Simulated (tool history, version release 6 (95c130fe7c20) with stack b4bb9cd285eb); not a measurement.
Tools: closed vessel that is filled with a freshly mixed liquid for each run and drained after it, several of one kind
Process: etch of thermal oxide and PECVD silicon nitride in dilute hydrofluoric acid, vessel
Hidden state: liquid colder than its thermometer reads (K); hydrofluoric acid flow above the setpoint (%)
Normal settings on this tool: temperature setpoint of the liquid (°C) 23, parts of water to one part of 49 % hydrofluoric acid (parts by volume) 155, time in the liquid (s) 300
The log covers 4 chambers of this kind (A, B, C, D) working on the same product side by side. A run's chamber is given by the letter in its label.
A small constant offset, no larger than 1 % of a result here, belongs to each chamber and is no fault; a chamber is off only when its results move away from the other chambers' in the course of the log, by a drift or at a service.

| run | hour | temperature setpoint of the liquid (°C) | parts of water to one part of 49 % hydrofluoric acid (parts by volume) | time in the liquid (s) | hours since the thermometer was replaced | hours since the hydrofluoric acid flow meter was replaced | read-back film thickness of the thermal oxide reference wafer, read on the same gauge (nm) | read-back film thickness of the PECVD silicon nitride reference wafer, read on the same gauge (nm) | thickness taken off the thermal oxide on a monitor wafer (angstrom) | thickness taken off the PECVD silicon nitride on a monitor wafer (angstrom) |
|---|---|---|---|---|---|---|---|---|---|---|
| 1C | 8.7 | 23 | 155 | 300 | 528.7 | 66.5 | 140.03 | 150.01 | 80.353 | 71.209 |
| 2D | 17.4 | 23 | 155 | 300 | 170.4 | 921.3 | 139.96 | 150.01 | 81.055 | 71.293 |
| 3A | 23.8 | 23 | 155 | 300 | 775.8 | 337.7 | 139.99 | 150.05 | 81.075 | 71.633 |
| 4B | 30.7 | 23 | 155 | 300 | 133.9 | 360.4 | 139.98 | 150.00 | 79.937 | 70.697 |
| 5B | 43.0 | 23 | 155 | 300 | 146.2 | 372.7 | 140.00 | 150.00 | 79.960 | 71.956 |
| 6C | 50.2 | 23 | 155 | 300 | 570.2 | 108.0 | 140.00 | 150.01 | 80.092 | 71.095 |
| 7A | 58.3 | 23 | 155 | 300 | 810.3 | 372.2 | 140.02 | 149.97 | 80.926 | 71.865 |
|  | 69.1 | chamber C: thermometer replaced |
| 8D | 71.5 | 23 | 155 | 405 | 224.5 | 975.4 | 139.99 | 149.95 | 108.520 | 96.351 |
| 9A | 81.4 | 23 | 155 | 405 | 833.4 | 395.3 | 139.99 | 150.08 | 108.540 | 95.387 |
| 10D | 89.2 | 23 | 155 | 405 | 242.2 | 993.1 | 139.99 | 150.02 | 109.880 | 97.053 |
| 11C | 98.4 | 23 | 155 | 405 | 29.3 | 156.2 | 139.98 | 150.00 | 109.170 | 96.161 |
| 12B | 110.6 | 23 | 155 | 300 | 213.8 | 440.3 | 140.01 | 150.03 | 79.829 | 72.048 |
| 13C | 120.7 | 23 | 155 | 300 | 51.6 | 178.5 | 139.98 | 149.98 | 80.322 | 71.714 |
| 14B | 130.5 | 23 | 155 | 300 | 233.7 | 460.2 | 139.99 | 150.00 | 80.677 | 70.718 |
| 15A | 137.5 | 23 | 155 | 300 | 889.5 | 451.4 | 140.02 | 149.99 | 81.081 | 71.209 |
| 16D | 148.7 | 23 | 155 | 300 | 301.7 | 1052.6 | 140.02 | 150.02 | 81.195 | 70.814 |
| 17B | 160.4 | 23 | 155 | 300 | 263.6 | 490.1 | 139.98 | 150.01 | 80.077 | 72.688 |
| 18D | 167.1 | 23 | 155 | 300 | 320.1 | 1071.0 | 140.00 | 150.03 | 80.817 | 71.534 |
| 19C | 177.3 | 23 | 155 | 300 | 108.2 | 235.1 | 139.99 | 149.99 | 80.697 | 71.909 |
| 20A | 187.4 | 23 | 155 | 300 | 939.4 | 501.3 | 140.00 | 150.04 | 81.244 | 70.494 |
| 21B | 196.2 | 23 | 155 | 300 | 299.4 | 525.9 | 140.00 | 150.01 | 79.868 | 71.444 |
| 22D | 208.8 | 23 | 225 | 205 | 361.8 | 1112.7 | 139.98 | 149.96 | 35.424 | 33.755 |
| 23C | 222.1 | 23 | 225 | 205 | 153.0 | 279.9 | 140.01 | 149.95 | 35.304 | 33.979 |
| 24A | 229.5 | 23 | 225 | 205 | 981.5 | 543.4 | 140.01 | 150.02 | 35.493 | 33.202 |
| 25B | 239.4 | 23 | 225 | 205 | 342.6 | 569.1 | 139.97 | 150.02 | 35.378 | 34.294 |
| 26A | 247.0 | 23 | 155 | 300 | 999.0 | 560.9 | 139.99 | 149.97 | 80.970 | 71.570 |
| 27D | 256.9 | 23 | 155 | 300 | 409.9 | 1160.8 | 140.01 | 150.00 | 80.916 | 70.512 |
|  | 265.1 | chamber A: hydrofluoric acid flow meter replaced |
| 28C | 267.6 | 23 | 155 | 300 | 198.5 | 325.4 | 140.02 | 150.06 | 80.193 | 71.186 |
| 29D | 280.5 | 23 | 155 | 300 | 433.5 | 1184.4 | 139.99 | 150.06 | 80.922 | 71.442 |
| 30B | 289.0 | 23 | 155 | 300 | 392.2 | 618.7 | 140.02 | 149.99 | 80.251 | 71.514 |
| 31A | 301.5 | 23 | 155 | 300 | 1053.5 | 36.5 | 140.00 | 150.01 | 80.203 | 69.810 |

Predict what each chamber gives when all 4 of them run the settings below next.
| 32A | 311.0 | 23 | 155 | 300 |  |  |  |  | ? | ? |
| 32B | 311.0 | 23 | 155 | 300 |  |  |  |  | ? | ? |
| 32C | 311.0 | 23 | 155 | 300 |  |  |  |  | ? | ? |
| 32D | 311.0 | 23 | 155 | 300 |  |  |  |  | ? | ? |

| run | thickness taken off the thermal oxide on a monitor wafer (angstrom) | thickness taken off the PECVD silicon nitride on a monitor wafer (angstrom) |
|---|---|---|
| 32A | 80.954 | 70.638 |
| 32B | 80.059 | 72.003 |
| 32C | 80.755 | 71.175 |
| 32D | 80.641 | 70.160 |

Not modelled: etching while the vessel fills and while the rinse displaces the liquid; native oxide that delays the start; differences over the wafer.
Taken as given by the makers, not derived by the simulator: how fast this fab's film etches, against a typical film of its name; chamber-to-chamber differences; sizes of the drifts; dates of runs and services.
